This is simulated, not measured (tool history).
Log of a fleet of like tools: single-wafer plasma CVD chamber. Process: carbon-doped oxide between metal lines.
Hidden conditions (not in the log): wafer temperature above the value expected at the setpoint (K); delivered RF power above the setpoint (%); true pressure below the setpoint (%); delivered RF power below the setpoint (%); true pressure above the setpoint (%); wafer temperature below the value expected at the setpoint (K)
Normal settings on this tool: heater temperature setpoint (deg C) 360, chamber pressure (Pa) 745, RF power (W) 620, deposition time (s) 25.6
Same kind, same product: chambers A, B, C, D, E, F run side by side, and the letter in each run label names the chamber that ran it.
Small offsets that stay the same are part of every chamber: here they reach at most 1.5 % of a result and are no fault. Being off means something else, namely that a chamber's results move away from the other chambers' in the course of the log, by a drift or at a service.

| run | hour | heater temperature setpoint (deg C) | chamber pressure (Pa) | RF power (W) | deposition time (s) | hours since the last thermocouple change | hours since the last RF generator calibration | hours since the last manometer calibration | read-back reference wafer on the same gauge, thickness_nm | mean film thickness on the monitor wafer (Å) |
|---|---|---|---|---|---|---|---|---|---|---|
| 1B | 5.8 | 360 | 745 | 620 | 25.6 | 304.8 | 1111.7 | 359.4 | 133.08 | 1478.8 |
| 2F | 10.4 | 360 | 745 | 620 | 25.6 | 992.3 | 2266.8 | 1013.4 | 133.03 | 1488.6 |
| 3C | 16.4 | 360 | 745 | 620 | 25.6 | 852.2 | 109.1 | 332.3 | 133.05 | 1489 |
| 4D | 21.3 | 360 | 745 | 620 | 25.6 | 310.8 | 1113.6 | 334.6 | 133.03 | 1477.5 |
|  | 23.6 | chamber F: RF generator calibrated |
| 5E | 26.9 | 360 | 745 | 715 | 25.6 | 965.1 | 785.5 | 494.6 | 133.05 | 1595.5 |
| 6A | 30.9 | 360 | 745 | 715 | 25.6 | 671.5 | 572.3 | 1200.3 | 132.93 | 1617.7 |
| 7D | 35.7 | 360 | 745 | 715 | 25.6 | 325.2 | 1128 | 349 | 132.94 | 1615 |
| 8C | 41.8 | 360 | 745 | 715 | 25.6 | 877.6 | 134.5 | 357.7 | 133.06 | 1616 |
| 9B | 45.9 | 360 | 745 | 715 | 25.6 | 344.9 | 1151.8 | 399.5 | 133 | 1611.2 |
| 10F | 49.4 | 360 | 745 | 715 | 25.6 | 1031.3 | 25.9 | 1052.4 | 132.94 | 1622.8 |
| 11A | 54.4 | 360 | 745 | 620 | 25.6 | 695 | 595.8 | 1223.8 | 133.03 | 1496.5 |
| 12E | 59.9 | 360 | 745 | 620 | 25.6 | 998.1 | 818.5 | 527.6 | 133.08 | 1460.5 |
| 13D | 62.7 | 360 | 604 | 620 | 24 | 352.2 | 1155 | 376 | 133.01 | 1349.6 |
| 14A | 65.8 | 360 | 604 | 620 | 24 | 706.4 | 607.2 | 1235.2 | 132.92 | 1364.6 |
| 15E | 70.6 | 360 | 604 | 620 | 24 | 1008.8 | 829.2 | 538.3 | 133.02 | 1338.6 |
| 16F | 76.3 | 360 | 604 | 620 | 24 | 1058.2 | 52.8 | 1079.3 | 133.03 | 1355.7 |
| 17C | 79.4 | 360 | 604 | 620 | 24 | 915.2 | 172.1 | 395.3 | 133.03 | 1355.7 |
| 18B | 82.8 | 360 | 604 | 620 | 24 | 381.8 | 1188.7 | 436.4 | 132.98 | 1348.8 |
| 19C | 88.9 | 347 | 843 | 620 | 25.6 | 924.7 | 181.6 | 404.8 | 132.99 | 1558.3 |
| 20B | 94.8 | 347 | 843 | 620 | 25.6 | 393.8 | 1200.7 | 448.4 | 133.05 | 1547.9 |
| 21D | 100.5 | 347 | 843 | 620 | 25.6 | 390 | 1192.8 | 413.8 | 132.97 | 1557.1 |
| 22E | 106.8 | 347 | 843 | 620 | 25.6 | 1045 | 865.4 | 574.5 | 133 | 1532.8 |
|  | 109.6 | chamber B: RF generator calibrated |
| 23A | 112.8 | 347 | 843 | 620 | 25.6 | 753.4 | 654.2 | 1282.2 | 133.02 | 1571.1 |
| 24F | 117.5 | 347 | 843 | 620 | 25.6 | 1099.4 | 94 | 1120.5 | 133.04 | 1562.2 |
| 25F | 121 | 360 | 847 | 620 | 22.1 | 1102.9 | 97.5 | 1124 | 133.04 | 1303.1 |
| 26E | 127.5 | 360 | 847 | 620 | 22.1 | 1065.7 | 886.1 | 595.2 | 133.03 | 1279.4 |
| 27B | 133.8 | 360 | 847 | 620 | 22.1 | 432.8 | 24.2 | 487.4 | 132.96 | 1302.5 |
| 28C | 137.1 | 360 | 847 | 620 | 22.1 | 972.9 | 229.8 | 453 | 133.01 | 1299.1 |
| 29D | 142 | 360 | 847 | 620 | 22.1 | 431.5 | 1234.3 | 455.3 | 133 | 1295.4 |
| 30A | 147.3 | 360 | 847 | 620 | 22.1 | 787.9 | 688.7 | 1316.7 | 132.97 | 1312.9 |
| 31E | 150.9 | 360 | 745 | 620 | 25.6 | 1089.1 | 909.5 | 618.6 | 132.93 | 1467.2 |
| 32A | 155.5 | 360 | 745 | 620 | 25.6 | 796.1 | 696.9 | 1324.9 | 132.98 | 1489.4 |
| 33D | 159.8 | 360 | 745 | 620 | 25.6 | 449.3 | 1252.1 | 473.1 | 133.03 | 1479.3 |
| 34B | 163.3 | 360 | 745 | 620 | 25.6 | 462.3 | 53.7 | 516.9 | 132.96 | 1481 |
| 35F | 167.8 | 360 | 745 | 620 | 25.6 | 1149.7 | 144.3 | 1170.8 | 133.04 | 1489.4 |
| 36C | 172.5 | 360 | 745 | 620 | 25.6 | 1008.3 | 265.2 | 488.4 | 133.03 | 1483.4 |
| 37E | 175.3 | 360 | 745 | 620 | 25.6 | 1113.5 | 933.9 | 643 | 133.07 | 1464.8 |
| 38C | 180.4 | 360 | 745 | 715 | 27.5 | 1016.2 | 273.1 | 496.3 | 133.01 | 1729.5 |
| 39D | 184.5 | 360 | 745 | 715 | 27.5 | 474 | 1276.8 | 497.8 | 132.95 | 1735.9 |
| 40F | 189 | 360 | 745 | 715 | 27.5 | 1170.9 | 165.5 | 1192 | 132.94 | 1738.2 |
| 41B | 193.3 | 360 | 745 | 715 | 27.5 | 492.3 | 83.7 | 546.9 | 133.01 | 1735.9 |
| 42A | 196.3 | 360 | 745 | 715 | 27.5 | 836.9 | 737.7 | 1365.7 | 132.97 | 1747.7 |
| 43E | 199.8 | 360 | 745 | 715 | 27.5 | 1138 | 958.4 | 667.5 | 132.96 | 1702.9 |

Decide between three cases: one chamber stands off from its peers, the gauge reading all wafers drifts, or nothing is wrong past each chamber's small offset. Where a chamber is off, say which and what most likely put it there.

Beyond each chamber's small constant offset nothing stands out, and the gauge stays steady.
